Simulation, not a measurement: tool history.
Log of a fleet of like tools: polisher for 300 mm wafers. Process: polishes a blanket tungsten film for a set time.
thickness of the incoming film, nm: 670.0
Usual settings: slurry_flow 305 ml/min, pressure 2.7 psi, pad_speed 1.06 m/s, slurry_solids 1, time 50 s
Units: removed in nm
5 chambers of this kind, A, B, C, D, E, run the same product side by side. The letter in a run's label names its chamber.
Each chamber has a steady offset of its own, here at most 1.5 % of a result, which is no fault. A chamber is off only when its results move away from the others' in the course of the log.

run	hour	slurry_flow	pressure	pad_speed	slurry_solids	time	wafers polished on this pad	hours since the slurry nozzle was cleaned	hours since the head pressure was calibrated	hours since the slurry blender was calibrated	hours since the slurry got fresh peroxide	removed
# hour 5.4: chamber E: worn pad replaced by a new one
# hour 7.0: chamber A: slurry nozzle cleaned
1C	8.4	305	2.7	1.06	1	50	135	252.9	242.8	141.7	67.4	153.23
# hour 11.9: chamber C: slurry tank refilled with fresh slurry and peroxide
# hour 14.1: chamber C: slurry nozzle cleaned
# hour 17.0: chamber D: slurry blender recalibrated
2A	17.9	305	2.7	1.06	1	50	792	10.9	477.3	39.6	20.8	156.03
3B	25.5	305	2.7	1.06	1	50	332	185.2	792.6	33.4	42.8	152.89
# hour 34.1: chamber D: worn pad replaced by a new one
4E	37.2	305	2.7	1.06	1	50	378	81.1	203.4	39.2	147.1	156.44
# hour 38.9: chamber A: head pressure recalibrated
# hour 45.0: chamber D: slurry tank refilled with fresh slurry and peroxide
5D	45.5	305	2.7	1.06	1	50	135	364.2	94.9	28.6	0.6	154.46
6B	59.6	305	2.7	1.06	1	50	737	219.3	826.7	67.5	76.9	154.45
# hour 59.8: chamber A: worn pad replaced by a new one
# hour 62.0: chamber E: slurry tank refilled with fresh slurry and peroxide
7A	72.1	305	2.7	1.06	1	50	146	65.1	33.3	93.8	75.0	153.95
# hour 73.4: chamber B: slurry tank refilled with fresh slurry and peroxide
# hour 75.3: chamber A: slurry tank refilled with fresh slurry and peroxide
# hour 77.2: chamber E: worn pad replaced by a new one
8D	80.9	305	2.7	1.06	1	50	555	399.6	130.3	64.0	36.0	154.46
# hour 82.1: chamber C: slurry tank refilled with fresh slurry and peroxide
# hour 82.6: chamber C: worn pad replaced by a new one
# hour 84.0: chamber B: worn pad replaced by a new one
9E	92.5	305	2.7	1.06	1	50	182	136.4	258.7	94.5	30.6	155.36
10C	101.9	235	2.7	1.06	1	50	230	87.8	336.3	235.2	19.8	149.63
# hour 103.9: chamber C: slurry blender recalibrated
11A	108.3	235	2.7	1.06	1	50	576	101.3	69.5	130.0	33.1	151.88
# hour 119.1: chamber D: worn pad replaced by a new one
12E	121.2	235	2.7	1.06	1	50	523	165.1	287.4	123.2	59.3	151.13
13C	135.0	235	2.7	1.06	1	50	623	120.9	369.4	31.1	52.9	149.62
# hour 137.1: chamber D: slurry tank refilled with fresh slurry and peroxide
# hour 137.6: chamber E: slurry blender recalibrated
14D	148.3	235	2.7	1.06	1	50	346	467.0	197.7	131.4	11.3	148.38
# hour 151.8: chamber B: slurry tank refilled with fresh slurry and peroxide
15B	160.8	305	2.7	1.06	1	50	913	320.5	927.9	168.7	9.0	153.72
# hour 163.2: chamber B: worn pad replaced by a new one
# hour 165.5: chamber C: worn pad replaced by a new one
# hour 167.9: chamber A: slurry tank refilled with fresh slurry and peroxide
# hour 168.9: chamber A: worn pad replaced by a new one
# hour 169.4: chamber E: worn pad replaced by a new one
16B	173.1	305	2.7	1.06	1	50	118	332.8	940.2	181.0	21.3	149.99
# hour 173.4: chamber C: slurry tank refilled with fresh slurry and peroxide
17D	184.9	305	2.7	1.06	1	50	781	503.6	234.3	168.0	47.9	154.43
# hour 188.7: chamber D: worn pad replaced by a new one
18C	199.2	305	2.7	1.06	1	50	400	185.1	433.6	95.3	25.9	152.52
19E	213.2	305	2.7	1.06	1	50	521	257.1	379.4	75.6	151.3	158.71
20A	221.1	305	2.7	1.06	1	50	620	214.1	182.3	242.8	53.3	153.43
# hour 223.8: chamber E: slurry tank refilled with fresh slurry and peroxide
# hour 231.8: chamber B: slurry tank refilled with fresh slurry and peroxide
21B	234.9	305	2.7	1.06	1	50	852	394.6	1002.0	242.8	3.2	155.52
22A	241.5	305	2.7	1.06	1	50	862	234.5	202.7	263.2	73.7	153.20
# hour 242.8: chamber C: slurry tank refilled with fresh slurry and peroxide
# hour 243.4: chamber B: worn pad replaced by a new one
# hour 245.9: chamber E: slurry nozzle cleaned
# hour 246.1: chamber C: worn pad replaced by a new one
23D	249.2	305	2.7	1.06	1	50	718	567.9	298.6	232.3	112.2	155.26
# hour 254.1: chamber E: worn pad replaced by a new one
# hour 255.7: chamber D: slurry tank refilled with fresh slurry and peroxide
24C	257.8	305	2.7	1.06	1	50	139	243.7	492.2	153.9	15.0	153.23
# hour 261.1: chamber A: slurry tank refilled with fresh slurry and peroxide
# hour 261.7: chamber C: slurry nozzle cleaned
# hour 262.4: chamber A: worn pad replaced by a new one
# hour 268.7: chamber D: worn pad replaced by a new one
25E	268.8	305	2.7	1.06	1	50	174	22.9	435.0	131.2	45.0	163.35
26C	275.6	400	2.7	1.40	1	50	350	13.9	510.0	171.7	32.8	204.68
27E	289.6	400	2.7	1.40	1	50	421	43.7	455.8	152.0	65.8	217.99
# hour 289.7: chamber E: slurry blender recalibrated
# hour 298.1: chamber C: head pressure recalibrated
28D	303.8	400	2.7	1.40	1	50	417	622.5	353.2	286.9	48.2	205.58
# hour 304.2: chamber B: slurry tank refilled with fresh slurry and peroxide
# hour 316.4: chamber C: slurry tank refilled with fresh slurry and peroxide
# hour 316.4: chamber D: slurry blender recalibrated
29A	317.6	400	2.7	1.40	1	50	656	310.6	278.8	339.3	56.6	202.90
30B	324.1	400	2.7	1.40	1	50	959	483.8	1091.2	332.0	19.9	205.11
# hour 328.5: chamber A: slurry blender recalibrated
# hour 333.7: chamber D: slurry nozzle cleaned
# hour 335.2: chamber B: worn pad replaced by a new one
31A	337.6	305	2.7	1.06	1	50	894	330.6	298.8	9.2	76.6	157.94
# hour 338.0: chamber C: worn pad replaced by a new one
# hour 339.9: chamber E: worn pad replaced by a new one
32C	345.5	305	2.7	1.06	1	50	89	83.8	47.5	241.6	29.1	152.65
33D	356.2	305	2.7	1.06	1	50	1039	22.6	405.6	39.8	100.6	152.18
# hour 358.9: chamber D: worn pad replaced by a new one
34E	367.7	305	2.7	1.06	1	50	330	121.8	533.9	78.0	143.9	167.06
# hour 370.0: chamber D: slurry tank refilled with fresh slurry and peroxide
35B	379.8	305	2.7	1.06	1	50	530	539.5	1146.9	387.7	75.6	152.83
# hour 382.9: chamber C: slurry blender recalibrated
36C	388.9	305	2.7	1.06	1	50	604	127.2	90.9	6.1	72.5	151.43
37E	398.1	385	2.7	1.06	1	33	691	152.2	564.3	108.4	174.3	109.96
38D	407.5	385	2.7	1.06	1	33	577	73.9	456.9	91.1	37.6	100.48

Next, every chamber runs the same settings. What will each give?
39A	417.7	305	2.7	1.06	1	50						?
39B	417.7	305	2.7	1.06	1	50						?
39C	417.7	305	2.7	1.06	1	50						?
39D	417.7	305	2.7	1.06	1	50						?
39E	417.7	305	2.7	1.06	1	50						?

run	removed
39A	156.92
39B	153.22
39C	154.39
39D	152.98
39E	167.69
